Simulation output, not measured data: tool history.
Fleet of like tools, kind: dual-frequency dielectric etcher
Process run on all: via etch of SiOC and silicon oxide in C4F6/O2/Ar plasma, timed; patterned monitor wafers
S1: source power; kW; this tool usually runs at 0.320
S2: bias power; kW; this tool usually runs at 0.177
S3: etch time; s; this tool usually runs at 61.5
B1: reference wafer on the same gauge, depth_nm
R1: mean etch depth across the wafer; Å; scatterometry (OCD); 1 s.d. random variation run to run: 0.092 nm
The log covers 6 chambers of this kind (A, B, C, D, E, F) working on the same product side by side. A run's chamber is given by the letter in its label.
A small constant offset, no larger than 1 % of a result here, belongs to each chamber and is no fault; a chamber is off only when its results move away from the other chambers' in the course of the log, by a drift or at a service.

run,hour,S1,S2,S3,B1,R1
1B,8.8,0.320,0.177,61.5,70.706,638.23
# hour 12.9: chamber A: source power generator calibrated
2E,17.4,0.320,0.177,61.5,70.682,635.10
3D,22.1,0.320,0.177,61.5,70.671,638.99
4C,30.5,0.320,0.177,61.5,70.637,636.54
# hour 35.5: chamber D: source power generator calibrated
5F,38.1,0.320,0.177,61.5,70.636,632.53
6A,46.4,0.320,0.177,61.5,70.648,632.55
7A,50.9,0.320,0.177,61.5,70.602,632.92
8F,59.7,0.320,0.177,61.5,70.591,632.87
9D,64.2,0.320,0.214,77.0,70.613,851.78
10B,68.6,0.320,0.214,77.0,70.604,849.51
11C,75.4,0.320,0.214,77.0,70.605,848.66
12E,82.4,0.320,0.214,77.0,70.556,840.42
13F,87.1,0.320,0.214,77.0,70.577,843.38
14D,95.2,0.320,0.214,77.0,70.548,849.25
15E,101.6,0.320,0.177,61.5,70.557,630.77
# hour 106.5: chamber E: wet clean of the chamber
16B,107.6,0.320,0.177,61.5,70.515,635.54
17C,116.9,0.320,0.177,61.5,70.526,635.27
18A,124.9,0.320,0.177,61.5,70.472,634.57
19C,129.6,0.320,0.177,61.5,70.485,635.82
# hour 133.4: chamber A: wet clean of the chamber
20F,136.9,0.360,0.177,69.0,70.487,741.76
21D,144.6,0.360,0.177,69.0,70.457,749.84
22E,151.5,0.360,0.177,69.0,70.458,740.27
23A,157.9,0.360,0.177,69.0,70.479,743.69
24B,165.9,0.360,0.177,69.0,70.439,747.30
25D,171.0,0.360,0.177,69.0,70.466,747.64
26E,179.8,0.320,0.177,61.5,70.415,631.09
27A,188.4,0.320,0.177,61.5,70.404,632.59
28C,195.8,0.320,0.177,61.5,70.395,634.36
29B,202.0,0.320,0.177,61.5,70.373,634.55
# hour 208.2: chamber D: wet clean of the chamber
30F,210.9,0.320,0.177,61.5,70.376,630.26
# hour 212.0: chamber F: wet clean of the chamber
31C,215.6,0.320,0.177,61.5,70.368,632.52
32B,222.7,0.320,0.177,61.5,70.345,632.85
33D,230.8,0.320,0.177,61.5,70.331,634.65
34A,238.9,0.320,0.177,61.5,70.319,632.05
35E,243.9,0.320,0.177,61.5,70.332,630.68
36F,248.8,0.320,0.177,61.5,70.334,631.83
37C,255.0,0.320,0.177,61.5,70.300,635.35
38B,260.9,0.320,0.177,61.5,70.308,631.73

Predict what each chamber gives when all 6 of them run the settings below next.
39A,267.9,0.320,0.177,61.5,,?
39B,267.9,0.320,0.177,61.5,,?
39C,267.9,0.320,0.177,61.5,,?
39D,267.9,0.320,0.177,61.5,,?
39E,267.9,0.320,0.177,61.5,,?
39F,267.9,0.320,0.177,61.5,,?

run,R1
39A,631.40
39B,633.27
39C,633.98
39D,636.06
39E,629.36
39F,629.22

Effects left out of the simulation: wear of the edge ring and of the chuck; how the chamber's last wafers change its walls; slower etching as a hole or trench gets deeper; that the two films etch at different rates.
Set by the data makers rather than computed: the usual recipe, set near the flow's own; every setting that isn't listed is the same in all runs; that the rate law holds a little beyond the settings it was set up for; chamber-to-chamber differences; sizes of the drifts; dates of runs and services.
